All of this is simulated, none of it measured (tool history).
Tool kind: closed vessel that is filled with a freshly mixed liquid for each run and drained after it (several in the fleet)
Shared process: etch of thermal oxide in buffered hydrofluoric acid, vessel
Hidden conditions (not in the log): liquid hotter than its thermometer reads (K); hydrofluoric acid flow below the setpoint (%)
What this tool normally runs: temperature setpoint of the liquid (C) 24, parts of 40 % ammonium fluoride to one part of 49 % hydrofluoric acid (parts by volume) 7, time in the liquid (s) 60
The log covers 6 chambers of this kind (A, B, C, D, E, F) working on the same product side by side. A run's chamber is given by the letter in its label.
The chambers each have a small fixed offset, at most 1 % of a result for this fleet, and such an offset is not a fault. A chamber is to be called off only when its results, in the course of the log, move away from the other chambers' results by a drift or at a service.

run     day  temperature setpoint of the liquid (C)  parts of 40 % ammonium fluoride to one part of 49 % hydrofluoric acid (parts by volume)  time in the liquid (s)  hours since the thermometer was replaced  hours since the hydrofluoric acid flow meter was replaced  read-back film thickness of the thermal oxide reference wafer, read on the same gauge (nm)  thickness taken off the thermal oxide on a monitor wafer (nm)
 1C   0.233                                      24                                                                                        7                      60                                    2226.9                                                      539.9                                                                                         120                                                         99.923
 2E   0.608                                      24                                                                                        7                      60                                     815.1                                                      537.8                                                                                      120.01                                                         100.09
 3F   0.771                                      24                                                                                        7                      60                                     154.1                                                        499                                                                                      119.99                                                          100.7
 4A   0.971                                      24                                                                                        7                      60                                     878.9                                                      132.8                                                                                      120.02                                                         100.35
 5D   1.242                                    27.5                                                                                        7                      60                                     347.4                                                     1075.2                                                                                         120                                                          121.1
 6B     1.6                                    27.5                                                                                        7                      60                                    1383.5                                                     1144.9                                                                                      120.03                                                         122.16
 7C   1.871                                    27.5                                                                                        7                      60                                    2266.2                                                      579.2                                                                                         120                                                         119.87
 8A   2.083                                    27.5                                                                                        7                      60                                     905.6                                                      159.5                                                                                         120                                                         121.42
 9B   2.404                                    27.5                                                                                        7                      60                                    1402.8                                                     1164.2                                                                                         120                                                         122.54
10D   2.625                                    27.5                                                                                        7                      60                                     380.6                                                     1108.4                                                                                      119.99                                                         121.03
11F   2.892                                      24                                                                                        7                      60                                       205                                                      549.9                                                                                      119.98                                                         100.44
12E   3.204                                      24                                                                                        7                      60                                     877.4                                                      600.1                                                                                         120                                                         99.151
13C   3.546                                      24                                                                                        7                      60                                    2306.4                                                      619.4                                                                                         120                                                         100.39
14D   3.746                                      24                                                                                        7                      60                                     407.5                                                     1135.3                                                                                         120                                                         100.37
15B   3.967                                      24                                                                                        7                      60                                    1440.3                                                     1201.7                                                                                      119.98                                                         101.36
      4.212  -- chamber B: thermometer replaced
16F   4.275                                      24                                                                                        7                      60                                     238.2                                                      583.1                                                                                      120.01                                                         101.03
17A     4.6                                      24                                                                                        7                      60                                       966                                                      219.9                                                                                      120.02                                                         100.24
18E   4.921                                      24                                                                                        7                      60                                     918.6                                                      641.3                                                                                      120.01                                                         98.705
19B    5.15                                      24                                                                                        7                      60                                      22.5                                                     1230.1                                                                                      119.99                                                         100.43
20F   5.467                                      24                                                                                        7                      60                                     266.8                                                      611.7                                                                                      119.98                                                         100.14
21A   5.725                                      24                                                                                        7                      60                                       993                                                      246.9                                                                                      120.01                                                         100.56
22E       6                                      24                                                                                        7                      60                                     944.5                                                      667.2                                                                                      119.98                                                         99.297
      6.204  -- chamber D: hydrofluoric acid flow meter replaced
23D   6.375                                      24                                                                                        7                      60                                     470.6                                                        4.2                                                                                      119.99                                                         99.734
24C   6.625                                      24                                                                                        7                      60                                    2380.3                                                      693.3                                                                                      120.02                                                         99.922
25E   6.896                                      24                                                                                        7                      60                                       966                                                      688.7                                                                                      119.98                                                         100.15
26D   7.133                                      24                                                                                        7                      60                                     488.8                                                       22.4                                                                                      120.02                                                         99.673
27F   7.342                                      24                                                                                        7                      60                                     311.8                                                      656.7                                                                                      119.99                                                         100.98
28B   7.712                                      24                                                                                        7                      60                                        84                                                     1291.6                                                                                         120                                                          101.3
29A   7.975                                      24                                                                                        7                      60                                      1047                                                      300.9                                                                                      120.01                                                         99.281
      8.025  -- chamber E: hydrofluoric acid flow meter replaced
30C   8.338                                      28                                                                                        7                      60                                    2421.4                                                      734.4                                                                                      119.98                                                         124.36
31B   8.696                                      28                                                                                        7                      60                                     107.6                                                     1315.2                                                                                         120                                                         127.14
32C   9.004                                      28                                                                                        7                      60                                    2437.4                                                      750.4                                                                                         120                                                         124.23
33D   9.179                                      28                                                                                        7                      60                                     537.9                                                       71.5                                                                                         120                                                         124.02
34A   9.383                                      28                                                                                        7                      60                                    1080.8                                                      334.7                                                                                      120.01                                                         124.57
35E   9.571                                      28                                                                                        7                      60                                    1030.2                                                       37.2                                                                                      120.02                                                         122.85
36F   9.821                                      24                                                                                        7                      60                                     371.3                                                      716.2                                                                                      120.01                                                         100.67
37D  10.079                                      24                                                                                        7                      60                                     559.5                                                       93.1                                                                                      119.99                                                         99.375
38A  10.412                                      24                                                                                        7                      60                                    1105.5                                                      359.4                                                                                      120.01                                                          100.2
39F  10.738                                      24                                                                                        7                      45                                     393.3                                                      738.2                                                                                      119.99                                                         75.231

Read the log: is a single chamber off, either drifting away or since a service, is the gauge that measures every chamber drifting, or is nothing wrong beyond small per-chamber offsets? Name any odd chamber and what most likely caused it.

Nothing is wrong: each chamber keeps only its own small, steady offset and the gauge holds still.

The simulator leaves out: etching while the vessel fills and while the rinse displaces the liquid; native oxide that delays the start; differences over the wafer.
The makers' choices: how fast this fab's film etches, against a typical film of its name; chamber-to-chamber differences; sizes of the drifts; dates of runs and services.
